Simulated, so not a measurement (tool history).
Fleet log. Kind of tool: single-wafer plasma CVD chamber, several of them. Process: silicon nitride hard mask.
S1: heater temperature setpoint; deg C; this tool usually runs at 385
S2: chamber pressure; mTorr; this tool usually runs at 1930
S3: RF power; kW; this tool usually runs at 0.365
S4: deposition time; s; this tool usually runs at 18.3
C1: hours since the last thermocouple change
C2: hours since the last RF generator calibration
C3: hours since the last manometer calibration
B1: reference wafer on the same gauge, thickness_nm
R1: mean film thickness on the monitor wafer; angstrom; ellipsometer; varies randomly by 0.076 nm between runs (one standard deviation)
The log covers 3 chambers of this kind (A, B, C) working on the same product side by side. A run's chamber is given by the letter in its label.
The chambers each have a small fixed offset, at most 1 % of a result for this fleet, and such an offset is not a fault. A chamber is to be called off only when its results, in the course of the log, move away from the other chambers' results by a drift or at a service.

run 1C hour=15.7 | S1=385 S2=1930 S3=0.365 S4=18.3 | C1=856.7 C2=891.9 C3=1489.6 | B1=22.309 | R1=256.12
run 2B hour=27.4 | S1=385 S2=1930 S3=0.365 S4=18.3 | C1=1702.9 C2=840 C3=394.6 | B1=22.3 | R1=252.78
run 3A hour=35.7 | S1=385 S2=1930 S3=0.365 S4=18.3 | C1=1322 C2=857.8 C3=1104.6 | B1=22.284 | R1=253.59
run 4C hour=48.5 | S1=385 S2=1930 S3=0.365 S4=18.3 | C1=889.5 C2=924.7 C3=1522.4 | B1=22.285 | R1=255.89
run 5A hour=63.4 | S1=385 S2=1930 S3=0.365 S4=18.3 | C1=1349.7 C2=885.5 C3=1132.3 | B1=22.29 | R1=254.54
-- hour=69.1 chamber C: RF generator calibrated
run 6B hour=70.5 | S1=385 S2=1930 S3=0.365 S4=18.3 | C1=1746 C2=883.1 C3=437.7 | B1=22.306 | R1=254.68
run 7A hour=80.2 | S1=385 S2=1930 S3=0.365 S4=18.3 | C1=1366.5 C2=902.3 C3=1149.1 | B1=22.294 | R1=253.65
run 8C hour=91.3 | S1=385 S2=2240 S3=0.365 S4=15.5 | C1=932.3 C2=22.3 C3=1565.2 | B1=22.318 | R1=226.08
run 9B hour=106.2 | S1=385 S2=2240 S3=0.365 S4=15.5 | C1=1781.7 C2=918.8 C3=473.4 | B1=22.281 | R1=223.72
run 10B hour=116.1 | S1=385 S2=2240 S3=0.365 S4=15.5 | C1=1791.6 C2=928.7 C3=483.3 | B1=22.31 | R1=224.4
run 11A hour=128.7 | S1=385 S2=1930 S3=0.365 S4=18.3 | C1=1415 C2=950.8 C3=1197.6 | B1=22.325 | R1=252.46
run 12C hour=137.7 | S1=385 S2=1930 S3=0.365 S4=18.3 | C1=978.7 C2=68.7 C3=1611.6 | B1=22.302 | R1=255.64
-- hour=146.4 chamber B: RF generator calibrated
run 13C hour=151.4 | S1=391 S2=1930 S3=0.365 S4=17.2 | C1=992.4 C2=82.4 C3=1625.3 | B1=22.304 | R1=239.96
run 14B hour=159 | S1=391 S2=1930 S3=0.365 S4=17.2 | C1=1834.5 C2=12.6 C3=526.2 | B1=22.303 | R1=238.47
run 15A hour=166.8 | S1=391 S2=1930 S3=0.365 S4=17.2 | C1=1453.1 C2=988.9 C3=1235.7 | B1=22.273 | R1=234.76
run 16C hour=181.6 | S1=385 S2=2100 S3=0.365 S4=18.3 | C1=1022.6 C2=112.6 C3=1655.5 | B1=22.306 | R1=262.11
run 17B hour=188.8 | S1=385 S2=2100 S3=0.365 S4=18.3 | C1=1864.3 C2=42.4 C3=556 | B1=22.3 | R1=259.56
run 18A hour=197.9 | S1=385 S2=2100 S3=0.365 S4=18.3 | C1=1484.2 C2=1020 C3=1266.8 | B1=22.303 | R1=255.25
run 19C hour=206.9 | S1=385 S2=1930 S3=0.365 S4=18.3 | C1=1047.9 C2=137.9 C3=1680.8 | B1=22.298 | R1=256.37
run 20B hour=214.2 | S1=385 S2=1930 S3=0.365 S4=18.3 | C1=1889.7 C2=67.8 C3=581.4 | B1=22.31 | R1=253.8
run 21A hour=227.9 | S1=385 S2=1930 S3=0.365 S4=18.3 | C1=1514.2 C2=1050 C3=1296.8 | B1=22.296 | R1=249.74
run 22A hour=242.1 | S1=385 S2=1930 S3=0.365 S4=18.3 | C1=1528.4 C2=1064.2 C3=1311 | B1=22.291 | R1=249.17
run 23C hour=254.7 | S1=385 S2=1930 S3=0.365 S4=18.3 | C1=1095.7 C2=185.7 C3=1728.6 | B1=22.29 | R1=255.83

Does one chamber stand apart from the rest, does the shared gauge drift, or is all well apart from small per-chamber offsets? Give the chamber and the most likely cause, where there is one.

One chamber, A, drifts off from the rest bit by bit.
Most likely cause: delivered RF power below the setpoint (%) = 4.34.
Not necessarily distinguishable in this log from: true pressure below the setpoint (%).

Below are 4 candidate recipes for chamber A's next run, each the usual settings with a change, their results shown as question marks. Which of them brings A's results back in line with what the other chambers give on the usual settings?
In line here means within this much of the mean the other chambers give on the usual settings: R1 2.7 angstrom
run 24A-1 hour=266 | S1=385 S2=1940 S3=0.365 S4=18.5 | R1=?
run 24A-2 hour=266 | S1=385 S2=1690 S3=0.365 S4=18.3 | R1=?
run 24A-3 hour=266 | S1=406 S2=1930 S3=0.365 S4=18.3 | R1=?
run 24A-4 hour=266 | S1=385 S2=1950 S3=0.37 S4=18.7 | R1=?

What the other chambers average on the usual settings: R1 255.24 angstrom
run=24A-1 R1=250.06
run=24A-2 R1=238.11
run=24A-3 R1=244.84
run=24A-4 R1=255.3
24A-4 puts the chamber back in line with the other chambers.
